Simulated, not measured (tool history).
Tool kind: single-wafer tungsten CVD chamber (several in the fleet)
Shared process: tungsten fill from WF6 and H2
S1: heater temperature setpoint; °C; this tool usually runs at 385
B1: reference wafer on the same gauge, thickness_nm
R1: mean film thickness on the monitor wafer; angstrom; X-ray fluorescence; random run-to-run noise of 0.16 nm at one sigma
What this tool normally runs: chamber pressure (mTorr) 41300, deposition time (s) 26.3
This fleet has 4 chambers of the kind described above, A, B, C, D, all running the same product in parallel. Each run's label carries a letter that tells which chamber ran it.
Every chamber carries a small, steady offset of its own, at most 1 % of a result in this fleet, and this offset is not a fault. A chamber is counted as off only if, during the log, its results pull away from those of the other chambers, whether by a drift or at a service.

{"run": "1B", "day": 0.346, "S1": 385, "chamber pressure (mTorr)": 41300, "deposition time (s)": 26.3, "B1": 79.441, "R1": 669.86}
{"run": "2C", "day": 0.658, "S1": 385, "chamber pressure (mTorr)": 41300, "deposition time (s)": 26.3, "B1": 79.427, "R1": 666.99}
{"run": "3D", "day": 0.954, "S1": 385, "chamber pressure (mTorr)": 41300, "deposition time (s)": 26.3, "B1": 79.366, "R1": 667.68}
{"run": "4A", "day": 1.212, "S1": 385, "chamber pressure (mTorr)": 41300, "deposition time (s)": 26.3, "B1": 79.431, "R1": 674.3}
{"run": "5A", "day": 1.529, "S1": 385, "chamber pressure (mTorr)": 41300, "deposition time (s)": 26.3, "B1": 79.382, "R1": 669.52}
{"run": "6D", "day": 1.717, "S1": 385, "chamber pressure (mTorr)": 41300, "deposition time (s)": 26.3, "B1": 79.404, "R1": 664.27}
{"run": "7C", "day": 2.05, "S1": 385, "chamber pressure (mTorr)": 41300, "deposition time (s)": 26.3, "B1": 79.4, "R1": 667.92}
{"day": 2.162, "done": "chamber D: thermocouple changed; heater temperature recalibrated"}
{"run": "8B", "day": 2.262, "S1": 385, "chamber pressure (mTorr)": 41300, "deposition time (s)": 26.3, "B1": 79.378, "R1": 668.84}
{"run": "9C", "day": 2.6, "S1": 385, "chamber pressure (mTorr)": 41300, "deposition time (s)": 26.3, "B1": 79.404, "R1": 671.72}
{"run": "10B", "day": 2.783, "S1": 385, "chamber pressure (mTorr)": 41300, "deposition time (s)": 26.3, "B1": 79.386, "R1": 669.1}
{"run": "11D", "day": 3.108, "S1": 396, "chamber pressure (mTorr)": 49100, "deposition time (s)": 26.3, "B1": 79.388, "R1": 892.94}
{"day": 3.317, "done": "chamber B: thermocouple changed; heater temperature recalibrated"}
{"run": "12A", "day": 3.417, "S1": 396, "chamber pressure (mTorr)": 49100, "deposition time (s)": 26.3, "B1": 79.401, "R1": 892.08}
{"run": "13D", "day": 3.596, "S1": 396, "chamber pressure (mTorr)": 49100, "deposition time (s)": 26.3, "B1": 79.449, "R1": 891.25}
{"run": "14A", "day": 3.833, "S1": 396, "chamber pressure (mTorr)": 49100, "deposition time (s)": 26.3, "B1": 79.398, "R1": 894.5}
{"run": "15B", "day": 4.033, "S1": 385, "chamber pressure (mTorr)": 41300, "deposition time (s)": 22, "B1": 79.363, "R1": 546.07}
{"run": "16C", "day": 4.354, "S1": 385, "chamber pressure (mTorr)": 41300, "deposition time (s)": 22, "B1": 79.384, "R1": 560.98}
{"run": "17D", "day": 4.75, "S1": 385, "chamber pressure (mTorr)": 41300, "deposition time (s)": 22, "B1": 79.373, "R1": 555.9}
{"run": "18C", "day": 5.108, "S1": 385, "chamber pressure (mTorr)": 41300, "deposition time (s)": 22, "B1": 79.433, "R1": 557.65}
{"run": "19A", "day": 5.312, "S1": 385, "chamber pressure (mTorr)": 41300, "deposition time (s)": 26.3, "B1": 79.348, "R1": 673.08}
{"run": "20B", "day": 5.646, "S1": 385, "chamber pressure (mTorr)": 41300, "deposition time (s)": 26.3, "B1": 79.413, "R1": 654.91}
{"run": "21A", "day": 6.004, "S1": 385, "chamber pressure (mTorr)": 41300, "deposition time (s)": 26.3, "B1": 79.398, "R1": 671.92}
{"run": "22C", "day": 6.258, "S1": 385, "chamber pressure (mTorr)": 41300, "deposition time (s)": 26.3, "B1": 79.408, "R1": 668.1}
{"run": "23D", "day": 6.442, "S1": 385, "chamber pressure (mTorr)": 41300, "deposition time (s)": 26.3, "B1": 79.4, "R1": 666.5}
{"run": "24B", "day": 6.721, "S1": 385, "chamber pressure (mTorr)": 41300, "deposition time (s)": 26.3, "B1": 79.381, "R1": 655.7}

Decide between three cases: one chamber stands off from its peers, the gauge reading all wafers drifts, or nothing is wrong past each chamber's small offset. Where a chamber is off, say which and what most likely put it there.

Chamber B has stood off from the others ever since a service on it.
Cause: wafer temperature below the value expected at the setpoint (K) = 1.12.

Here are 4 candidates for chamber B's next run, each the usual settings with a change, their results left as question marks. Which one brings its results back in line with what the others give on the usual settings?
To be in line, a result may differ from the other chambers' mean on the usual settings by at most: R1 5.5 angstrom
{"run": "25B-1", "day": 7.004, "S1": 385, "chamber pressure (mTorr)": 41200, "deposition time (s)": 26.2, "R1": "?"}
{"run": "25B-2", "day": 7.004, "S1": 385, "chamber pressure (mTorr)": 41400, "deposition time (s)": 26.4, "R1": "?"}
{"run": "25B-3", "day": 7.004, "S1": 385, "chamber pressure (mTorr)": 39400, "deposition time (s)": 26.3, "R1": "?"}
{"run": "25B-4", "day": 7.004, "S1": 386, "chamber pressure (mTorr)": 41300, "deposition time (s)": 26.4, "R1": "?"}

Other chambers, usual settings, mean: R1 669.56 angstrom
run=25B-1 R1=651.94
run=25B-2 R1=658.42
run=25B-3 R1=640.93
run=25B-4 R1=670.68
25B-4 brings the chamber back in line.

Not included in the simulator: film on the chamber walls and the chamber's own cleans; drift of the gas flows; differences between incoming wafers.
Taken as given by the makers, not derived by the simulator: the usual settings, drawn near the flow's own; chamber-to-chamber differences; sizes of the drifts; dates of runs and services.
